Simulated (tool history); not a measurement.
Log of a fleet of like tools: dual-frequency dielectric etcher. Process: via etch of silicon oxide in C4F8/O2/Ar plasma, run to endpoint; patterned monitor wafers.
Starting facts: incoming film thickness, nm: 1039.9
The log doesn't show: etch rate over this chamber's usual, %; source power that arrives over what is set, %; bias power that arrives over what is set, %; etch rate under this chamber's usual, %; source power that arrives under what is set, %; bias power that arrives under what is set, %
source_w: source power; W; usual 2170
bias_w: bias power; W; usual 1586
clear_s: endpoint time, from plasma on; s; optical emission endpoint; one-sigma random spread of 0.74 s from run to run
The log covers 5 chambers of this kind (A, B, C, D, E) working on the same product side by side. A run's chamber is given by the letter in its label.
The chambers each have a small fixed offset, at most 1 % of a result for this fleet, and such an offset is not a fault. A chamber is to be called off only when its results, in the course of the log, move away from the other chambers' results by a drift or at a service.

run	day	source_w	bias_w	hours since the last wet clean	hours since the last source power generator calibration	hours since the last bias power generator calibration	clear_s
1C	0.550	2170	1586	270.9	1472.8	252.1	210.45
2E	0.929	2170	1586	476.0	536.9	127.1	214.88
3B	1.212	2170	1586	114.6	3663.4	748.4	210.94
4A	1.788	2170	1586	334.7	1021.6	832.2	213.23
5D	2.333	2170	1586	191.8	2153.3	1315.4	213.77
6D	2.971	1740	1951	207.1	2168.6	1330.7	221.57
7A	3.608	1740	1951	378.4	1065.3	875.9	217.54
# day 3.654: chamber E: wet clean of the chamber
8C	4.004	1740	1951	353.8	1555.7	335.0	218.76
9B	4.458	1740	1951	192.5	3741.3	826.3	215.74
10E	5.021	1740	1951	32.8	635.1	225.3	220.97
11A	5.308	2170	1586	419.2	1106.1	916.7	210.11
12B	5.850	2170	1586	225.9	3774.7	859.7	209.83
13D	6.467	2390	1586	291.0	2252.5	1414.6	205.25
14C	6.946	2390	1586	424.4	1626.3	405.6	203.50
15E	7.396	2390	1586	89.8	692.1	282.3	203.76
16C	7.750	2390	1586	443.7	1645.6	424.9	204.09
17B	8.225	2390	1586	282.9	3831.7	916.7	201.79
18E	8.696	2170	1586	121.0	723.3	313.5	213.36
19D	9.196	2170	1586	356.5	2318.0	1480.1	213.89
20A	9.696	2170	1586	524.5	1211.4	1022.0	210.52
21D	10.125	2170	1586	378.8	2340.3	1502.4	212.85
22C	10.433	2170	1586	508.1	1710.0	489.3	212.94
23E	10.825	2170	1586	172.1	774.4	364.6	212.83
24A	11.429	2170	1586	566.1	1253.0	1063.6	209.83
25B	11.717	2170	1586	366.7	3915.5	1000.5	209.12
26A	12.325	2170	1586	587.6	1274.5	1085.1	208.78
# day 12.358: chamber D: source power generator calibrated
# day 12.367: chamber D: wet clean of the chamber
# day 12.762: chamber C: source power generator calibrated
27E	12.817	2170	1586	219.9	822.2	412.4	212.60
28C	13.396	2170	1586	579.2	15.2	560.4	212.48
29D	13.862	2170	1586	36.0	36.1	1592.1	212.80
30B	14.400	2170	1586	431.1	3979.9	1064.9	210.11
31B	14.796	2170	1586	440.6	3989.4	1074.4	209.38
# day 14.933: chamber C: wet clean of the chamber
32E	15.325	2170	1586	280.1	882.4	472.6	213.65
33C	15.804	2170	1586	20.9	73.0	618.2	211.42
34A	16.129	2170	1586	678.9	1365.8	1176.4	206.52
35D	16.638	2170	1586	102.6	102.7	1658.7	214.60
36C	16.950	2170	1586	48.4	100.5	645.7	210.53
37A	17.258	2170	1586	706.0	1392.9	1203.5	206.92
38B	17.829	2170	1586	513.4	4062.2	1147.2	209.30
39E	18.321	2170	1586	352.0	954.3	544.5	213.39
40D	18.633	2170	1586	150.5	150.6	1706.6	214.68
41A	19.208	2170	1586	752.8	1439.7	1250.3	206.41
42C	19.654	2170	1586	113.3	165.4	710.6	211.07

For the next run the whole fleet of 5 chambers uses the same settings. Give each chamber's results:
43A	20.108	2170	1586				?
43B	20.108	2170	1586				?
43C	20.108	2170	1586				?
43D	20.108	2170	1586				?
43E	20.108	2170	1586				?

run	clear_s
43A	205.18
43B	209.18
43C	210.51
43D	214.36
43E	212.99

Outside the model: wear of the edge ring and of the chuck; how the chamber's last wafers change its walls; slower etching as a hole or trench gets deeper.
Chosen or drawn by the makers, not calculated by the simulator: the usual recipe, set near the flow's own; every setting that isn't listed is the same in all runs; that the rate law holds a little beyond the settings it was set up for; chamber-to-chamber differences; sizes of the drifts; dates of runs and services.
